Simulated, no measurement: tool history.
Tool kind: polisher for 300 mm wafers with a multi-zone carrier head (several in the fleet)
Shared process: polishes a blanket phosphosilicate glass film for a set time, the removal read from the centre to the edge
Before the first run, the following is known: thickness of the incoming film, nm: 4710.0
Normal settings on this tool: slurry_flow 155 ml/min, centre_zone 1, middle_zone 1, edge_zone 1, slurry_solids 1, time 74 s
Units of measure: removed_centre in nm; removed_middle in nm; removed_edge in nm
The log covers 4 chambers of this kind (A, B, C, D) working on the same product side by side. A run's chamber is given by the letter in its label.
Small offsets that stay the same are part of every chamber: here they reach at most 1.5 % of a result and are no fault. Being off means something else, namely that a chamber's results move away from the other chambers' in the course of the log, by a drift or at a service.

{"hour": 0.5, "done": "chamber D: worn pad replaced by a new one"}
{"run": "1A", "hour": 3.2, "slurry_flow": 155, "centre_zone": 1, "middle_zone": 1, "edge_zone": 1, "slurry_solids": 1, "time": 74, "removed_centre": 534.64, "removed_middle": 537.42, "removed_edge": 547.51}
{"run": "2C", "hour": 7.9, "slurry_flow": 155, "centre_zone": 1, "middle_zone": 1, "edge_zone": 1, "slurry_solids": 1, "time": 74, "removed_centre": 549.26, "removed_middle": 540.75, "removed_edge": 550.3}
{"run": "3B", "hour": 11.0, "slurry_flow": 155, "centre_zone": 1, "middle_zone": 1, "edge_zone": 1, "slurry_solids": 1, "time": 74, "removed_centre": 542, "removed_middle": 559.97, "removed_edge": 537.88}
{"run": "4D", "hour": 13.8, "slurry_flow": 155, "centre_zone": 1, "middle_zone": 1, "edge_zone": 1, "slurry_solids": 1, "time": 74, "removed_centre": 542.57, "removed_middle": 547.01, "removed_edge": 539.03}
{"run": "5C", "hour": 18.4, "slurry_flow": 155, "centre_zone": 1, "middle_zone": 1, "edge_zone": 1, "slurry_solids": 1, "time": 74, "removed_centre": 540.63, "removed_middle": 546.55, "removed_edge": 546.75}
{"run": "6A", "hour": 21.9, "slurry_flow": 155, "centre_zone": 1, "middle_zone": 1, "edge_zone": 1, "slurry_solids": 1, "time": 74, "removed_centre": 525.81, "removed_middle": 551.47, "removed_edge": 541.67}
{"run": "7D", "hour": 25.7, "slurry_flow": 155, "centre_zone": 1, "middle_zone": 1, "edge_zone": 1, "slurry_solids": 1, "time": 74, "removed_centre": 546.56, "removed_middle": 539.73, "removed_edge": 537.92}
{"hour": 26.1, "done": "chamber B: centre zone pressure recalibrated"}
{"hour": 26.6, "done": "chamber B: worn pad replaced by a new one"}
{"run": "8B", "hour": 28.5, "slurry_flow": 155, "centre_zone": 1, "middle_zone": 1, "edge_zone": 1, "slurry_solids": 1, "time": 74, "removed_centre": 533.92, "removed_middle": 550.1, "removed_edge": 558.49}
{"run": "9B", "hour": 30.8, "slurry_flow": 155, "centre_zone": 1, "middle_zone": 1, "edge_zone": 1, "slurry_solids": 1, "time": 74, "removed_centre": 536.72, "removed_middle": 557.45, "removed_edge": 541.9}
{"run": "10A", "hour": 33.2, "slurry_flow": 155, "centre_zone": 1, "middle_zone": 1, "edge_zone": 1, "slurry_solids": 1, "time": 74, "removed_centre": 541.11, "removed_middle": 541.92, "removed_edge": 546.36}
{"hour": 34.5, "done": "chamber C: worn pad replaced by a new one"}
{"run": "11D", "hour": 36.1, "slurry_flow": 155, "centre_zone": 1, "middle_zone": 1, "edge_zone": 1, "slurry_solids": 1, "time": 74, "removed_centre": 552.23, "removed_middle": 545.51, "removed_edge": 531.14}
{"run": "12C", "hour": 38.5, "slurry_flow": 155, "centre_zone": 1, "middle_zone": 1, "edge_zone": 1, "slurry_solids": 1, "time": 74, "removed_centre": 548.81, "removed_middle": 547.41, "removed_edge": 526.03}
{"run": "13B", "hour": 41.7, "slurry_flow": 155, "centre_zone": 1, "middle_zone": 1, "edge_zone": 1, "slurry_solids": 1, "time": 74, "removed_centre": 535.67, "removed_middle": 550.12, "removed_edge": 541.76}
{"run": "14C", "hour": 45.0, "slurry_flow": 155, "centre_zone": 1, "middle_zone": 1, "edge_zone": 1, "slurry_solids": 1, "time": 74, "removed_centre": 543.99, "removed_middle": 537.86, "removed_edge": 544.73}
{"hour": 47.0, "done": "chamber C: slurry nozzle cleaned"}
{"run": "15D", "hour": 49.2, "slurry_flow": 135, "centre_zone": 0.91, "middle_zone": 1, "edge_zone": 1, "slurry_solids": 1, "time": 74, "removed_centre": 472.12, "removed_middle": 524.58, "removed_edge": 540.82}
{"run": "16A", "hour": 51.6, "slurry_flow": 135, "centre_zone": 0.91, "middle_zone": 1, "edge_zone": 1, "slurry_solids": 1, "time": 74, "removed_centre": 472.49, "removed_middle": 533.05, "removed_edge": 546.87}
{"run": "17A", "hour": 55.2, "slurry_flow": 135, "centre_zone": 0.91, "middle_zone": 1, "edge_zone": 1, "slurry_solids": 1, "time": 74, "removed_centre": 479.16, "removed_middle": 534.59, "removed_edge": 524.85}
{"run": "18C", "hour": 57.6, "slurry_flow": 135, "centre_zone": 0.91, "middle_zone": 1, "edge_zone": 1, "slurry_solids": 1, "time": 74, "removed_centre": 471.1, "removed_middle": 530.79, "removed_edge": 537.62}
{"run": "19B", "hour": 61.6, "slurry_flow": 155, "centre_zone": 1, "middle_zone": 0.91, "edge_zone": 1, "slurry_solids": 1, "time": 89, "removed_centre": 649.02, "removed_middle": 612.21, "removed_edge": 654.28}
{"run": "20D", "hour": 64.6, "slurry_flow": 155, "centre_zone": 1, "middle_zone": 0.91, "edge_zone": 1, "slurry_solids": 1, "time": 89, "removed_centre": 657.8, "removed_middle": 598.76, "removed_edge": 652.24}
{"run": "21D", "hour": 69.4, "slurry_flow": 155, "centre_zone": 1, "middle_zone": 0.91, "edge_zone": 1, "slurry_solids": 1, "time": 89, "removed_centre": 657.53, "removed_middle": 600.39, "removed_edge": 650.31}
{"run": "22B", "hour": 74.1, "slurry_flow": 155, "centre_zone": 1, "middle_zone": 0.91, "edge_zone": 1, "slurry_solids": 1, "time": 89, "removed_centre": 652.24, "removed_middle": 608.51, "removed_edge": 666.25}
{"hour": 75.9, "done": "chamber A: worn pad replaced by a new one"}
{"run": "23A", "hour": 77.9, "slurry_flow": 155, "centre_zone": 1, "middle_zone": 1, "edge_zone": 1, "slurry_solids": 1, "time": 74, "removed_centre": 536.12, "removed_middle": 543.55, "removed_edge": 526.97}
{"hour": 81.7, "done": "chamber D: worn pad replaced by a new one"}
{"run": "24C", "hour": 82.2, "slurry_flow": 155, "centre_zone": 1, "middle_zone": 1, "edge_zone": 1, "slurry_solids": 1, "time": 74, "removed_centre": 544.92, "removed_middle": 536.42, "removed_edge": 551.67}
{"hour": 84.5, "done": "chamber B: worn pad replaced by a new one"}
{"run": "25A", "hour": 86.3, "slurry_flow": 105, "centre_zone": 1, "middle_zone": 1, "edge_zone": 1, "slurry_solids": 1.25, "time": 74, "removed_centre": 537.36, "removed_middle": 553.76, "removed_edge": 560.29}
{"run": "26C", "hour": 91.0, "slurry_flow": 105, "centre_zone": 1, "middle_zone": 1, "edge_zone": 1, "slurry_solids": 1.25, "time": 74, "removed_centre": 544.87, "removed_middle": 547.41, "removed_edge": 544.32}
{"hour": 94.3, "done": "chamber C: edge zone pressure recalibrated"}
{"run": "27D", "hour": 95.0, "slurry_flow": 105, "centre_zone": 1, "middle_zone": 1, "edge_zone": 1, "slurry_solids": 1.25, "time": 74, "removed_centre": 547.26, "removed_middle": 552.02, "removed_edge": 566.52}
{"hour": 97.4, "done": "chamber C: centre zone pressure recalibrated"}
{"run": "28B", "hour": 99.2, "slurry_flow": 105, "centre_zone": 1, "middle_zone": 1, "edge_zone": 1, "slurry_solids": 1.25, "time": 74, "removed_centre": 538.29, "removed_middle": 557.85, "removed_edge": 568.71}
{"run": "29A", "hour": 103.8, "slurry_flow": 155, "centre_zone": 1, "middle_zone": 1, "edge_zone": 1, "slurry_solids": 1, "time": 74, "removed_centre": 545.59, "removed_middle": 540.12, "removed_edge": 536.12}
{"run": "30D", "hour": 107.8, "slurry_flow": 155, "centre_zone": 1, "middle_zone": 1, "edge_zone": 1, "slurry_solids": 1, "time": 74, "removed_centre": 544.67, "removed_middle": 546.2, "removed_edge": 536.86}
{"run": "31C", "hour": 110.6, "slurry_flow": 155, "centre_zone": 0.88, "middle_zone": 1, "edge_zone": 1, "slurry_solids": 1, "time": 74, "removed_centre": 475.17, "removed_middle": 540.22, "removed_edge": 543.28}
{"run": "32B", "hour": 113.8, "slurry_flow": 155, "centre_zone": 0.88, "middle_zone": 1, "edge_zone": 1, "slurry_solids": 1, "time": 74, "removed_centre": 467.96, "removed_middle": 558.58, "removed_edge": 551.66}
{"run": "33A", "hour": 117.2, "slurry_flow": 155, "centre_zone": 0.88, "middle_zone": 1, "edge_zone": 1, "slurry_solids": 1, "time": 74, "removed_centre": 467.33, "removed_middle": 547.81, "removed_edge": 549.95}
{"run": "34B", "hour": 119.8, "slurry_flow": 155, "centre_zone": 0.88, "middle_zone": 1, "edge_zone": 1, "slurry_solids": 1, "time": 74, "removed_centre": 473.82, "removed_middle": 554.09, "removed_edge": 548.04}
{"run": "35C", "hour": 123.5, "slurry_flow": 155, "centre_zone": 1, "middle_zone": 1, "edge_zone": 1, "slurry_solids": 1, "time": 74, "removed_centre": 533.6, "removed_middle": 538.01, "removed_edge": 541.24}
{"run": "36D", "hour": 126.5, "slurry_flow": 155, "centre_zone": 1, "middle_zone": 1, "edge_zone": 1, "slurry_solids": 1, "time": 74, "removed_centre": 554.38, "removed_middle": 544.32, "removed_edge": 544.86}
{"run": "37D", "hour": 129.1, "slurry_flow": 155, "centre_zone": 1, "middle_zone": 1, "edge_zone": 1, "slurry_solids": 1, "time": 74, "removed_centre": 541.99, "removed_middle": 541.33, "removed_edge": 557.58}
{"run": "38C", "hour": 132.8, "slurry_flow": 155, "centre_zone": 1, "middle_zone": 1, "edge_zone": 1, "slurry_solids": 1, "time": 74, "removed_centre": 544.77, "removed_middle": 541.97, "removed_edge": 548.51}
{"run": "39A", "hour": 135.9, "slurry_flow": 155, "centre_zone": 1, "middle_zone": 1, "edge_zone": 1, "slurry_solids": 1, "time": 74, "removed_centre": 540.2, "removed_middle": 539.36, "removed_edge": 535.44}
{"run": "40B", "hour": 140.9, "slurry_flow": 155, "centre_zone": 1, "middle_zone": 1, "edge_zone": 1, "slurry_solids": 1, "time": 74, "removed_centre": 543.7, "removed_middle": 548.59, "removed_edge": 560.25}
{"run": "41D", "hour": 145.6, "slurry_flow": 155, "centre_zone": 1, "middle_zone": 1, "edge_zone": 1, "slurry_solids": 1, "time": 74, "removed_centre": 529.8, "removed_middle": 542, "removed_edge": 538.32}
{"hour": 147.6, "done": "chamber C: worn pad replaced by a new one"}
{"run": "42C", "hour": 149.7, "slurry_flow": 155, "centre_zone": 1, "middle_zone": 1, "edge_zone": 1, "slurry_solids": 1, "time": 74, "removed_centre": 544.39, "removed_middle": 545.4, "removed_edge": 546.67}

Decide between three cases: one chamber stands off from its peers, the gauge reading all wafers drifts, or nothing is wrong past each chamber's small offset. Where a chamber is off, say which and what most likely put it there.

Beyond each chamber's small constant offset nothing stands out, and the gauge stays steady.

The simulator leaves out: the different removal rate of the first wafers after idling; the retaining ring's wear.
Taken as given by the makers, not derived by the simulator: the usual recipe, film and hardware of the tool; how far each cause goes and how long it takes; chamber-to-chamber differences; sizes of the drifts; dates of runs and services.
